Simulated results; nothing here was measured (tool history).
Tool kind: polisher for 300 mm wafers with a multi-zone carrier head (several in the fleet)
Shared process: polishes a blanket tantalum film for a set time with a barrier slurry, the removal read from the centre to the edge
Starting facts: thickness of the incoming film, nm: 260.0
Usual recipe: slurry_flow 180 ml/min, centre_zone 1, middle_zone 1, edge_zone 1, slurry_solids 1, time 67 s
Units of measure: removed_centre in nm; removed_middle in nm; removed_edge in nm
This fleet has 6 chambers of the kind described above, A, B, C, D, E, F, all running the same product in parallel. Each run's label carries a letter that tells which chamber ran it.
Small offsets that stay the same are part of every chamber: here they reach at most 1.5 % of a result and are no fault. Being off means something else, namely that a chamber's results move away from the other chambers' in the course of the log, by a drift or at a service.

run,hour,slurry_flow,centre_zone,middle_zone,edge_zone,slurry_solids,time,wafers polished on this pad,hours since the slurry nozzle was cleaned,hours since the centre zone pressure was calibrated,hours since the edge zone pressure was calibrated,removed_centre,removed_middle,removed_edge
1E,3.6,180,1,1,1,1,67,130,81.1,398.3,405.5,69.411,69.823,68.664
2C,7.8,180,1,1,1,1,67,137,535.9,464,370.1,68.652,68.284,69.346
3F,10.9,180,1,1,1,1,67,221,339.5,1061.1,461,68.526,69.301,67.961
4A,15,180,1,1,1,1,67,178,237.9,52.9,20,70.967,69.764,70.003
5B,18.7,180,1,1,1,1,67,262,390.9,164.6,865.6,70.304,69.678,70.467
6D,21.5,180,1,1,1,1,67,963,119.8,367.2,1310.5,68.282,70.392,68.194
7A,25.6,180,1,1,1,1,67,283,248.5,63.5,30.6,70.632,70.035,71.01
# hour 28.3: chamber D: worn pad replaced by a new one
8F,28.9,180,1,1,1,1,67,400,357.5,1079.1,479,67.834,68.296,68.007
9C,32.7,180,1,1,1,1,67,386,560.8,488.9,395,69.625,68.571,68.508
10E,34.9,180,1,1,1.09,1,55,442,112.4,429.6,436.8,56.919,58.413,58.926
11B,37.1,180,1,1,1.09,1,55,446,409.3,183,884,57.427,57.486,61.372
12D,39.8,180,1,1,1.09,1,55,114,138.1,385.5,1328.8,57.215,57.77,59.608
13A,43.4,180,1,1,1.09,1,55,461,266.3,81.3,48.4,57.929,57.334,60.45
14E,47.1,180,1,1,1.09,1,55,563,124.6,441.8,449,56.28,57.426,59.16
15D,51.3,180,1,1,1.09,1,55,229,149.6,397,1340.3,57.538,57.624,60.077
16C,53.4,180,1,1,1,1,67,592,581.5,509.6,415.7,68.752,69.717,69.014
17F,57,180,1,1,1,1,67,680,385.6,1107.2,507.1,68.179,68.179,67.891
# hour 58.8: chamber A: worn pad replaced by a new one
18B,60.3,180,1,1,1,1,67,677,432.5,206.2,907.2,68.886,69.614,70.363
19F,64.1,180,1,1,1,1,67,751,392.7,1114.3,514.2,66.179,67.223,66.607
# hour 64.8: chamber C: worn pad replaced by a new one
20C,68.3,180,1,1,1,1,67,35,596.4,524.5,430.6,68.228,68.115,69.291
# hour 71.1: chamber E: worn pad replaced by a new one
21A,72.3,180,1,1,1,1,67,135,295.2,110.2,77.3,69.531,68.284,69.769
# hour 75.2: chamber D: edge zone pressure recalibrated
22D,75.6,180,1,1,1,1,67,471,173.9,421.3,0.5,68.522,68.538,68.276
23B,79.8,180,1,1,1,1,67,871,452,225.7,926.7,68.946,70.346,70.35
24E,83,180,1,1,1,1,67,118,160.5,477.7,484.9,69.216,69.212,67.469
25E,85.2,135,1.05,1,1,1,67,140,162.7,479.9,487.1,68.419,67.558,66.293
26D,88.3,135,1.05,1,1,1,67,598,186.6,434,13.2,69.536,64.902,67.136
# hour 89.3: chamber B: worn pad replaced by a new one
# hour 89.8: chamber F: worn pad replaced by a new one
27B,91.7,135,1.05,1,1,1,67,24,463.9,237.6,938.6,69.816,65.99,67.315
# hour 93.4: chamber A: slurry nozzle cleaned
28A,94.3,135,1.05,1,1,1,67,354,1,132.2,99.3,70.846,66.454,67.402
29F,98,135,1.05,1,1,1,67,82,426.6,1148.2,548.1,63.247,60.296,63.422
30C,99.8,135,1.05,1,1,1,67,349,627.9,556,462.1,68.682,67.538,65.751
31A,102.3,180,1,1,1,1,67,434,9,140.2,107.3,69.109,70.316,70.466
32C,106,180,1,1,1,1,67,411,634.1,562.2,468.3,68.743,67.494,70.319
33E,108.1,180,1,1,1,1,67,369,185.6,502.8,510,68.332,68.311,69.546
# hour 109.3: chamber C: slurry nozzle cleaned
34F,109.9,200,1,1,1,1,79,200,438.5,1160.1,560,75.557,77.783,77.898
35D,112.4,200,1,1,1,1,79,838,210.7,458.1,37.3,83.33,84.096,81.756
36B,114.3,200,1,1,1,1,79,250,486.5,260.2,961.2,83.928,84.743,83.296
37E,118.5,200,1,1,1,1,79,472,196,513.2,520.4,83.541,83.126,82.871
38C,120.4,200,1,1,1,1,79,555,11.1,576.6,482.7,82.367,82.708,83.58
# hour 120.7: chamber A: worn pad replaced by a new one
39A,123.9,200,1,1,1,1,79,32,30.6,161.8,128.9,85.043,83.962,83.821

Does one chamber stand apart from the rest, does the shared gauge drift, or is all well apart from small per-chamber offsets? Give the chamber and the most likely cause, where there is one.

One chamber, F, drifts off from the rest bit by bit.
Most likely cause: slurry flow missing at the pad, % = 37.4.

Here are 4 candidates for chamber F's next run, each the usual settings with a change, their results left as question marks. Which one brings its results back in line with what the others give on the usual settings?
To be in line, a result may differ from the other chambers' mean on the usual settings by at most: removed_centre 2.2 nm; removed_middle 3.4 nm; removed_edge 2.3 nm
40F-1,127,175,0.99,1,1,1,65,,,,,?,?,?
40F-2,127,190,1.02,1.01,0.99,1,72,,,,,?,?,?
40F-3,127,170,0.98,0.99,1.01,1,62,,,,,?,?,?
40F-4,127,185,1.01,1,1,1,69,,,,,?,?,?

Usual-settings mean across the other chambers: removed_centre 69.434 nm; removed_middle 69.691 nm; removed_edge 69.541 nm
run,removed_centre,removed_middle,removed_edge
40F-1,59,61.192,62.045
40F-2,69.102,69.766,69.301
40F-3,55.175,57.407,59.197
40F-4,65.034,65.835,66.48
With 40F-2, the chamber falls back in line with the rest.
